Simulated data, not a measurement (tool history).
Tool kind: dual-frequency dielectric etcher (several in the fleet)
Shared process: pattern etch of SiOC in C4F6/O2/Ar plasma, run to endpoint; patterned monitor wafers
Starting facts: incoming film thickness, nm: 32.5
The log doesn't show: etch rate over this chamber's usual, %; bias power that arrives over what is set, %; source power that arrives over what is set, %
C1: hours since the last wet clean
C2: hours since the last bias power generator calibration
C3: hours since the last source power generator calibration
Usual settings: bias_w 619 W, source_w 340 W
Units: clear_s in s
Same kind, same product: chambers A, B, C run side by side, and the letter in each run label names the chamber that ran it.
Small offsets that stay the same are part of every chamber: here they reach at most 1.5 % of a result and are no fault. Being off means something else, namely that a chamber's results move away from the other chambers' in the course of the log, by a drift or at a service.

run 1A hour=6.2 | bias_w=619 source_w=340 | C1=237.7 C2=3463.7 C3=682.2 | clear_s=10.693
run 2B hour=9.5 | bias_w=619 source_w=340 | C1=63.8 C2=602.9 C3=3407.9 | clear_s=10.873
run 3C hour=15.7 | bias_w=619 source_w=340 | C1=243.8 C2=2813.5 C3=1664.3 | clear_s=10.631
run 4A hour=21.3 | bias_w=619 source_w=340 | C1=252.8 C2=3478.8 C3=697.3 | clear_s=10.708
-- hour=22.5 chamber C: source power generator calibrated
run 5C hour=24.5 | bias_w=556 source_w=380 | C1=252.6 C2=2822.3 C3=2.1 | clear_s=10.706
run 6B hour=31.5 | bias_w=556 source_w=380 | C1=85.8 C2=624.9 C3=3429.9 | clear_s=10.906
run 7B hour=35.6 | bias_w=556 source_w=380 | C1=89.9 C2=629.0 C3=3434.0 | clear_s=10.840
run 8C hour=42.6 | bias_w=619 source_w=340 | C1=270.7 C2=2840.4 C3=20.2 | clear_s=10.643
run 9A hour=47.3 | bias_w=619 source_w=340 | C1=278.8 C2=3504.8 C3=723.3 | clear_s=10.687
run 10A hour=54.5 | bias_w=619 source_w=340 | C1=286.0 C2=3512.0 C3=730.5 | clear_s=10.713
run 11C hour=59.9 | bias_w=619 source_w=340 | C1=288.0 C2=2857.7 C3=37.5 | clear_s=10.578
run 12B hour=65.2 | bias_w=619 source_w=340 | C1=119.5 C2=658.6 C3=3463.6 | clear_s=10.771
run 13B hour=71.2 | bias_w=619 source_w=340 | C1=125.5 C2=664.6 C3=3469.6 | clear_s=10.856
run 14C hour=75.1 | bias_w=619 source_w=340 | C1=303.2 C2=2872.9 C3=52.7 | clear_s=10.645
run 15A hour=78.8 | bias_w=619 source_w=340 | C1=310.3 C2=3536.3 C3=754.8 | clear_s=10.747
run 16A hour=83.8 | bias_w=619 source_w=340 | C1=315.3 C2=3541.3 C3=759.8 | clear_s=10.624
run 17B hour=89.3 | bias_w=619 source_w=340 | C1=143.6 C2=682.7 C3=3487.7 | clear_s=10.891
run 18C hour=95.3 | bias_w=619 source_w=340 | C1=323.4 C2=2893.1 C3=72.9 | clear_s=10.615
run 19C hour=100.7 | bias_w=619 source_w=340 | C1=328.8 C2=2898.5 C3=78.3 | clear_s=10.563
run 20B hour=107.6 | bias_w=619 source_w=340 | C1=161.9 C2=701.0 C3=3506.0 | clear_s=10.886
run 21A hour=113.5 | bias_w=619 source_w=340 | C1=345.0 C2=3571.0 C3=789.5 | clear_s=10.655
run 22A hour=116.6 | bias_w=619 source_w=340 | C1=348.1 C2=3574.1 C3=792.6 | clear_s=10.753
run 23B hour=121.2 | bias_w=619 source_w=340 | C1=175.5 C2=714.6 C3=3519.6 | clear_s=10.818
-- hour=122.9 chamber A: wet clean of the chamber
run 24C hour=126.4 | bias_w=619 source_w=340 | C1=354.5 C2=2924.2 C3=104.0 | clear_s=10.528
run 25A hour=133.6 | bias_w=619 source_w=340 | C1=10.8 C2=3591.1 C3=809.6 | clear_s=10.726
run 26B hour=137.5 | bias_w=619 source_w=340 | C1=191.8 C2=730.9 C3=3535.9 | clear_s=10.865
run 27C hour=141.0 | bias_w=619 source_w=340 | C1=369.1 C2=2938.8 C3=118.6 | clear_s=10.679
run 28C hour=145.2 | bias_w=619 source_w=340 | C1=373.3 C2=2943.0 C3=122.8 | clear_s=10.656
run 29A hour=148.5 | bias_w=619 source_w=340 | C1=25.7 C2=3606.0 C3=824.5 | clear_s=10.706

Has any chamber moved away from the others, gradually or after a service, or does the common gauge drift, or do the chambers differ only by their own small steady offsets? State the chamber and the most likely cause if one applies.

Nothing is wrong: each chamber keeps only its own small, steady offset and the gauge holds still.
